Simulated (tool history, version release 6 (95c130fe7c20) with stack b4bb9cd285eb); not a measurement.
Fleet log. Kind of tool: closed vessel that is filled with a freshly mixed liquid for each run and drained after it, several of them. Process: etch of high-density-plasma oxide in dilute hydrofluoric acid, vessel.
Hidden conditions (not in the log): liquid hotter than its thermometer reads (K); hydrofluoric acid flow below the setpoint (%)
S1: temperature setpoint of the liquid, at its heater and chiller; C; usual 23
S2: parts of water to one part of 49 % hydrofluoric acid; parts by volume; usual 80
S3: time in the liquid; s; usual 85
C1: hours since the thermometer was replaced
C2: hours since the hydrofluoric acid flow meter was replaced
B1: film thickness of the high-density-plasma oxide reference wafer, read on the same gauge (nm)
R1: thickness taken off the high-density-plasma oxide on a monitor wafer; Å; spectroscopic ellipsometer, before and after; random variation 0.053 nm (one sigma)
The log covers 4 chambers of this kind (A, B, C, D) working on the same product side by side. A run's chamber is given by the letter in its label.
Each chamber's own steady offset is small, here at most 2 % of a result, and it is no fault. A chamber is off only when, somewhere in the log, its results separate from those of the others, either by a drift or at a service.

| run | day | S1 | S2 | S3 | C1 | C2 | B1 | R1 |
|---|---|---|---|---|---|---|---|---|
| 1D | 0.175 | 23 | 80 | 85 | 815.9 | 174.9 | 140 | 58.951 |
| 2A | 0.521 | 23 | 80 | 85 | 1367.5 | 1136 | 140.01 | 59.517 |
| 3B | 0.758 | 23 | 80 | 85 | 1361.3 | 26.7 | 140 | 60.665 |
| 4C | 0.917 | 23 | 80 | 85 | 34.2 | 773.1 | 139.97 | 58.023 |
| 5A | 1.104 | 23 | 80 | 85 | 1381.5 | 1150 | 140.01 | 58.949 |
| 6B | 1.304 | 23 | 80 | 85 | 1374.4 | 39.8 | 140 | 60.354 |
| 7C | 1.654 | 23 | 80 | 85 | 51.9 | 790.8 | 140 | 58.932 |
| 8D | 1.896 | 23 | 80 | 85 | 857.2 | 216.2 | 139.99 | 59.371 |
| 9A | 2.092 | 23 | 80 | 85 | 1405.2 | 1173.7 | 140 | 59.337 |
| 10B | 2.392 | 23 | 80 | 85 | 1400.5 | 65.9 | 140.01 | 60.646 |
| 11D | 2.588 | 23 | 80 | 115 | 873.8 | 232.8 | 139.96 | 78.783 |
| 12C | 2.833 | 23 | 80 | 115 | 80.2 | 819.1 | 140 | 79.375 |
| 13C | 3.142 | 23 | 80 | 115 | 87.6 | 826.5 | 140.01 | 78.527 |
| 14D | 3.367 | 23 | 80 | 115 | 892.5 | 251.5 | 139.99 | 81.459 |
| 15B | 3.554 | 23 | 80 | 85 | 1428.4 | 93.8 | 140.02 | 60.485 |
| 16A | 3.846 | 23 | 80 | 85 | 1447.3 | 1215.8 | 139.97 | 59.45 |
|  | 3.933 | chamber D: thermometer replaced |
| 17D | 4.083 | 23 | 80 | 85 | 3.6 | 268.7 | 139.99 | 59.821 |
| 18A | 4.242 | 25 | 80 | 85 | 1456.8 | 1225.3 | 139.98 | 64.589 |
| 19B | 4.483 | 25 | 80 | 85 | 1450.7 | 116.1 | 140 | 66.42 |
| 20C | 4.692 | 25 | 80 | 85 | 124.8 | 863.7 | 140.01 | 62.779 |
| 21C | 4.971 | 25 | 80 | 85 | 131.5 | 870.4 | 140 | 63.887 |
| 22B | 5.138 | 23 | 80 | 85 | 1466.4 | 131.8 | 140 | 61.785 |
| 23D | 5.317 | 23 | 80 | 85 | 33.2 | 298.3 | 140 | 59.752 |
| 24A | 5.658 | 23 | 80 | 85 | 1490.8 | 1259.3 | 139.99 | 58.55 |
| 25C | 6.012 | 23 | 120 | 85 | 156.5 | 895.4 | 140.01 | 37.264 |
| 26D | 6.325 | 23 | 120 | 85 | 57.4 | 322.5 | 140 | 38.06 |
| 27A | 6.554 | 23 | 120 | 85 | 1512.3 | 1280.8 | 140.01 | 37.539 |
| 28B | 6.842 | 23 | 120 | 85 | 1507.3 | 172.7 | 140 | 40.2 |
| 29A | 7.188 | 23 | 80 | 85 | 1527.5 | 1296 | 140.04 | 59.487 |
| 30C | 7.354 | 25.5 | 110 | 85 | 188.7 | 927.6 | 140 | 45.488 |
| 31B | 7.521 | 25.5 | 110 | 85 | 1523.6 | 189 | 139.99 | 49.532 |
| 32D | 7.838 | 25.5 | 110 | 85 | 93.7 | 358.8 | 140 | 46.734 |
| 33A | 8.138 | 25.5 | 110 | 85 | 1550.3 | 1318.8 | 140.01 | 46.187 |
| 34C | 8.488 | 23 | 80 | 85 | 215.9 | 954.8 | 140.01 | 58.691 |
| 35B | 8.692 | 23 | 80 | 85 | 1551.7 | 217.1 | 140 | 63.632 |
| 36D | 9.042 | 23 | 80 | 85 | 122.6 | 387.7 | 140 | 59.997 |
| 37C | 9.225 | 23 | 80 | 85 | 233.6 | 972.5 | 140.01 | 58.124 |
| 38A | 9.404 | 23 | 80 | 85 | 1580.7 | 1349.2 | 139.96 | 59.287 |
| 39B | 9.621 | 23 | 115 | 120 | 1574 | 239.4 | 139.99 | 60.63 |
| 40D | 9.912 | 23 | 115 | 120 | 143.5 | 408.6 | 140 | 56.107 |

Read the log: is a single chamber off, either drifting away or since a service, is the gauge that measures every chamber drifting, or is nothing wrong beyond small per-chamber offsets? Name any odd chamber and what most likely caused it.

Chamber B drifts away from the others.
Cause: liquid hotter than its thermometer reads (K) = 1.71.
The log may not separate it from: hydrofluoric acid flow above the setpoint (%).

Which of the 4 candidates below, each the usual settings with something changed and its results left as question marks, puts chamber B back in line with what the other chambers give on the usual settings?
To be in line, a result may differ from the other chambers' mean on the usual settings by at most: R1 1.8 Å
| 41B-1 | 10.167 | 23.5 | 80 | 85 |  |  |  | ? |
| 41B-2 | 10.167 | 25 | 80 | 85 |  |  |  | ? |
| 41B-3 | 10.167 | 22.5 | 85 | 85 |  |  |  | ? |
| 41B-4 | 10.167 | 22.5 | 80 | 85 |  |  |  | ? |

The other chambers' mean on the usual settings: R1 59.289 Å
| run | R1 |
|---|---|
| 41B-1 | 65.569 |
| 41B-2 | 69.575 |
| 41B-3 | 59.004 |
| 41B-4 | 63.025 |
41B-3 brings the chamber back in line.
